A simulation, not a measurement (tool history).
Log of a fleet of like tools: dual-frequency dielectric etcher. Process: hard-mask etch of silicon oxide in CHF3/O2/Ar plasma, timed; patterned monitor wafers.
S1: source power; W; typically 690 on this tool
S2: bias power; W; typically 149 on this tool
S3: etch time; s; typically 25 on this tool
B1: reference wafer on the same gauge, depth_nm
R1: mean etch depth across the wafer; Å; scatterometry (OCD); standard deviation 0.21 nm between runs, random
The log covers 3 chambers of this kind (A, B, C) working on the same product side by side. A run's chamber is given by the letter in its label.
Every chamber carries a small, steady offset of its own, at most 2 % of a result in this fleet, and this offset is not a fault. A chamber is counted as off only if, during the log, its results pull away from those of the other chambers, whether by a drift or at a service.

run   hour   S1   S2  S3      B1      R1
 1B    6.9  690  149  25  50.404  491.98
 2A   13.6  690  149  25    50.4   500.5
 3C     21  690  149  25  50.342  489.46
      24.5  -- chamber B: bias power generator calibrated
 4B   27.7  690  149  25  50.435  488.15
 5C   31.4  690  149  25  50.406  488.01
 6A   38.3  690  149  25    50.4  501.41
 7B   44.8  690  149  25  50.448  489.56
 8A   52.4  690  149  25  50.372  499.16
 9C   59.4  690  149  25  50.401  485.97
10C   66.9  690  149  25  50.388  486.37
11A   71.4  690  149  25  50.416  499.87
12B   76.8  690  149  25   50.33  489.64
13B   81.7  690  149  25  50.389  491.08
14A   86.4  690  149  25   50.42  496.68
15C   91.6  690  149  25  50.425  491.12
      92.9  -- chamber C: wet clean of the chamber
16B    100  690  149  25  50.359  489.59
17C    104  690  149  25  50.427  464.69
18A  109.8  690  149  25  50.366   498.7
19B  117.5  690  149  25  50.389  492.66
     122.9  -- chamber B: wet clean of the chamber
20A  125.5  690  149  25  50.423  501.74
21C  131.2  690  149  25  50.418  462.94
22B  137.1  690  149  25  50.381  489.73
23A    143  690  149  25  50.376  501.73
24C  147.8  690  149  25  50.362  464.22
25B  154.7  690  149  25  50.456  489.61
26C  158.3  690  149  25  50.353  464.96
27A    162  690  149  25  50.397  500.02
28C  166.7  690  149  25  50.445   465.1
29A  174.1  690  149  25   50.33  500.33
30B  180.7  690  149  25  50.362  493.16
31C    189  690  149  25  50.426  465.84
32B  196.9  690  149  25  50.383  490.51
33A  201.8  690  149  25  50.389  498.87

Next, every chamber runs the same settings. What will each give?
34A  207.8  690  149  25       ?
34B  207.8  690  149  25       ?
34C  207.8  690  149  25       ?

run      R1
34A  499.65
34B  492.67
34C  464.45
